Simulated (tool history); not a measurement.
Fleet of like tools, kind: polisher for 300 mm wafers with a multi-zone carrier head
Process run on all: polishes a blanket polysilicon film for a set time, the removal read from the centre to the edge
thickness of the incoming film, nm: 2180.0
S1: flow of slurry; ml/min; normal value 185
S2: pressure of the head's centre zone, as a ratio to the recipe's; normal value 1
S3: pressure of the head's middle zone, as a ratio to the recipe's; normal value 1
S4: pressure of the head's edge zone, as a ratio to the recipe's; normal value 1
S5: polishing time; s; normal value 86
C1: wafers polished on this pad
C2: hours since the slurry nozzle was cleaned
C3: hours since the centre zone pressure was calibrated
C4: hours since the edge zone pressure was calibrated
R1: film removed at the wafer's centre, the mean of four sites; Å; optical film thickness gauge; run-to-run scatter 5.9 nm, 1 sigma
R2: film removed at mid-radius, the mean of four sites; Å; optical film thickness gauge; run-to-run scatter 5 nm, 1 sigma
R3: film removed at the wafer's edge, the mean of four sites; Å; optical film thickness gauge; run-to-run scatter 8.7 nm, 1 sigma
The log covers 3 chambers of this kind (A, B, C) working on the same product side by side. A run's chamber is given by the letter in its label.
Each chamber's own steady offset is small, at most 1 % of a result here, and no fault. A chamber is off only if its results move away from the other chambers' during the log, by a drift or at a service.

| run | day | S1 | S2 | S3 | S4 | S5 | C1 | C2 | C3 | C4 | R1 | R2 | R3 |
|---|---|---|---|---|---|---|---|---|---|---|---|---|---|
| 1B | 0.404 | 185 | 1 | 1 | 1 | 86 | 191 | 224.8 | 120 | 363.5 | 6259.5 | 6243.4 | 6284.2 |
| 2C | 0.838 | 185 | 1 | 1 | 1 | 86 | 276 | 251.7 | 33 | 513.5 | 6298.1 | 6264.8 | 6320.7 |
| 3A | 1.208 | 185 | 1 | 1 | 1 | 86 | 1339 | 513.4 | 374.4 | 476.3 | 6194.2 | 6241.6 | 6338.3 |
| 4C | 1.433 | 185 | 1 | 1 | 1 | 86 | 413 | 266 | 47.3 | 527.8 | 6225 | 6358.1 | 6319.5 |
| 5A | 1.858 | 185 | 1 | 1 | 1 | 86 | 1488 | 529 | 390 | 491.9 | 6201.3 | 6242.4 | 6320.9 |
|  | 2.129 | chamber A: worn pad replaced by a new one |
| 6B | 2.196 | 185 | 1 | 1 | 1 | 86 | 602 | 267.8 | 163 | 406.5 | 6236.3 | 6316.4 | 6216.9 |
|  | 2.45 | chamber C: worn pad replaced by a new one |
| 7B | 2.5 | 185 | 1 | 0.91 | 1 | 86 | 671 | 275.1 | 170.3 | 413.8 | 6211.7 | 5727.7 | 6157.2 |
|  | 2.6 | chamber A: centre zone pressure recalibrated |
| 8A | 2.733 | 185 | 1 | 0.91 | 1 | 86 | 139 | 550 | 3.2 | 512.9 | 6174.9 | 5669.1 | 6330.3 |
| 9C | 3.038 | 185 | 1 | 0.91 | 1 | 86 | 135 | 304.5 | 85.8 | 566.3 | 6294.6 | 5763.5 | 6128 |
| 10C | 3.404 | 185 | 1 | 1 | 1 | 86 | 219 | 313.3 | 94.6 | 575.1 | 6267.3 | 6210.5 | 6247.3 |
|  | 3.7 | chamber B: worn pad replaced by a new one |
| 11B | 3.779 | 185 | 1 | 1 | 1 | 86 | 19 | 305.8 | 201 | 444.5 | 6318.1 | 6351.6 | 6294.7 |
| 12A | 4.167 | 185 | 1 | 1 | 1 | 86 | 467 | 584.4 | 37.6 | 547.3 | 6261.9 | 6150.1 | 6118.4 |
| 13A | 4.479 | 185 | 1 | 1 | 1 | 86 | 538 | 591.9 | 45.1 | 554.8 | 6276.9 | 6219.9 | 6372.7 |
|  | 4.512 | chamber A: edge zone pressure recalibrated |
| 14C | 4.788 | 185 | 1 | 1 | 1 | 86 | 536 | 346.5 | 127.8 | 608.3 | 6141.8 | 6181.1 | 6105.3 |
|  | 5.017 | chamber C: worn pad replaced by a new one |
| 15B | 5.242 | 185 | 1 | 1 | 1 | 86 | 354 | 340.9 | 236.1 | 479.6 | 6347.2 | 6270.8 | 6203 |
| 16A | 5.7 | 185 | 1 | 1 | 1 | 86 | 818 | 621.2 | 74.4 | 28.5 | 6289.7 | 6223.8 | 6320.7 |
| 17C | 6.017 | 185 | 1 | 1 | 1 | 86 | 229 | 376 | 157.3 | 637.8 | 6105.9 | 6136.5 | 6075.3 |
| 18B | 6.396 | 185 | 1 | 1.11 | 1 | 86 | 618 | 368.6 | 263.8 | 507.3 | 6304.8 | 7003.2 | 6189.7 |
| 19C | 6.604 | 185 | 1 | 1.11 | 1 | 86 | 363 | 390.1 | 171.4 | 651.9 | 6047.9 | 6653.9 | 6132.5 |
| 20A | 7.021 | 185 | 1 | 1.11 | 1 | 86 | 1120 | 652.9 | 106.1 | 60.2 | 6307.1 | 6819.6 | 6265.2 |
| 21B | 7.242 | 185 | 1.04 | 1 | 1 | 100 | 812 | 388.9 | 284.1 | 527.6 | 7561 | 7296.7 | 7152.2 |
| 22B | 7.492 | 185 | 1.04 | 1 | 1 | 100 | 869 | 394.9 | 290.1 | 533.6 | 7505.6 | 7227.6 | 7119.3 |
| 23A | 7.95 | 185 | 1.04 | 1 | 1 | 100 | 1333 | 675.2 | 128.4 | 82.5 | 7528.4 | 7245.3 | 7216.8 |
|  | 8.142 | chamber C: worn pad replaced by a new one |
| 24C | 8.175 | 185 | 1 | 1 | 1 | 86 | 7 | 427.8 | 209.1 | 689.6 | 5916.3 | 5987.7 | 6000.8 |
| 25A | 8.533 | 185 | 1 | 1 | 1 | 86 | 1467 | 689.2 | 142.4 | 96.5 | 6294.6 | 6283.3 | 6408.6 |

Next, every chamber runs the same settings. What will each give?
| 26A | 8.867 | 185 | 1 | 1 | 1 | 86 |  |  |  |  | ? | ? | ? |
| 26B | 8.867 | 185 | 1 | 1 | 1 | 86 |  |  |  |  | ? | ? | ? |
| 26C | 8.867 | 185 | 1 | 1 | 1 | 86 |  |  |  |  | ? | ? | ? |

| run | R1 | R2 | R3 |
|---|---|---|---|
| 26A | 6457.1 | 6229.1 | 6410 |
| 26B | 6244.4 | 6316 | 6182 |
| 26C | 5849.4 | 5892.6 | 5757.3 |

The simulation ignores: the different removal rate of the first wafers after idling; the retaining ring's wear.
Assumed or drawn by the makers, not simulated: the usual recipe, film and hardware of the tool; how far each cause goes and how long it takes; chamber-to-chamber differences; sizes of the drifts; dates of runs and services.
